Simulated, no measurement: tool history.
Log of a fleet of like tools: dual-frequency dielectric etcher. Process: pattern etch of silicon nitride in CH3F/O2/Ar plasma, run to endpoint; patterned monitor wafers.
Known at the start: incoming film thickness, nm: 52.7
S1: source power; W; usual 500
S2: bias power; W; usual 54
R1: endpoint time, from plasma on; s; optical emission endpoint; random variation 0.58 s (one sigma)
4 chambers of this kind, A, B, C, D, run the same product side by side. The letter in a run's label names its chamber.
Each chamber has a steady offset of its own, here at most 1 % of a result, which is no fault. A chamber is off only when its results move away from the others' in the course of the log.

run 1B hour=6.5 | S1=500 S2=54 | R1=77.133
run 2A hour=16.3 | S1=500 S2=54 | R1=76.340
run 3D hour=25.0 | S1=500 S2=54 | R1=77.283
run 4C hour=30.7 | S1=500 S2=54 | R1=75.641
run 5B hour=42.5 | S1=500 S2=54 | R1=77.463
-- hour=44.0 chamber C: bias power generator calibrated
run 6D hour=53.2 | S1=500 S2=54 | R1=76.932
run 7C hour=61.7 | S1=500 S2=54 | R1=76.009
run 8A hour=72.8 | S1=500 S2=54 | R1=76.672
run 9D hour=79.6 | S1=500 S2=54 | R1=77.003
run 10C hour=87.7 | S1=500 S2=54 | R1=76.384
run 11B hour=96.8 | S1=500 S2=54 | R1=76.739
run 12A hour=106.8 | S1=500 S2=54 | R1=76.275
run 13D hour=118.3 | S1=500 S2=54 | R1=77.662
-- hour=128.3 chamber C: wet clean of the chamber
run 14B hour=128.3 | S1=570 S2=54 | R1=73.312
run 15C hour=136.1 | S1=570 S2=54 | R1=74.148
run 16A hour=146.1 | S1=570 S2=54 | R1=72.658
run 17C hour=155.1 | S1=570 S2=54 | R1=73.114
-- hour=161.5 chamber B: wet clean of the chamber
run 18A hour=163.2 | S1=500 S2=54 | R1=75.864
run 19D hour=171.4 | S1=500 S2=54 | R1=77.072
-- hour=177.0 chamber A: bias power generator calibrated
run 20B hour=179.3 | S1=500 S2=54 | R1=80.298
-- hour=184.2 chamber A: wet clean of the chamber
run 21D hour=187.6 | S1=500 S2=54 | R1=77.012
run 22A hour=197.3 | S1=500 S2=54 | R1=77.372
run 23C hour=206.3 | S1=500 S2=54 | R1=76.224
run 24B hour=214.8 | S1=500 S2=54 | R1=80.296
run 25C hour=223.2 | S1=500 S2=54 | R1=76.170
run 26D hour=229.0 | S1=500 S2=54 | R1=77.443
run 27B hour=236.4 | S1=500 S2=54 | R1=79.913
run 28A hour=246.9 | S1=500 S2=54 | R1=75.703
run 29A hour=255.1 | S1=500 S2=54 | R1=76.242
run 30D hour=264.1 | S1=500 S2=54 | R1=77.317
run 31B hour=274.6 | S1=500 S2=54 | R1=80.330
run 32C hour=286.5 | S1=500 S2=54 | R1=75.750
run 33C hour=296.8 | S1=620 S2=47 | R1=73.518
run 34D hour=302.0 | S1=620 S2=47 | R1=72.728
run 35A hour=312.2 | S1=620 S2=47 | R1=73.255

All 4 chambers run these settings next. Forecast each chamber's results:
run 36A hour=320.7 | S1=500 S2=54 | R1=?
run 36B hour=320.7 | S1=500 S2=54 | R1=?
run 36C hour=320.7 | S1=500 S2=54 | R1=?
run 36D hour=320.7 | S1=500 S2=54 | R1=?

run=36A R1=76.796
run=36B R1=79.963
run=36C R1=76.076
run=36D R1=77.711
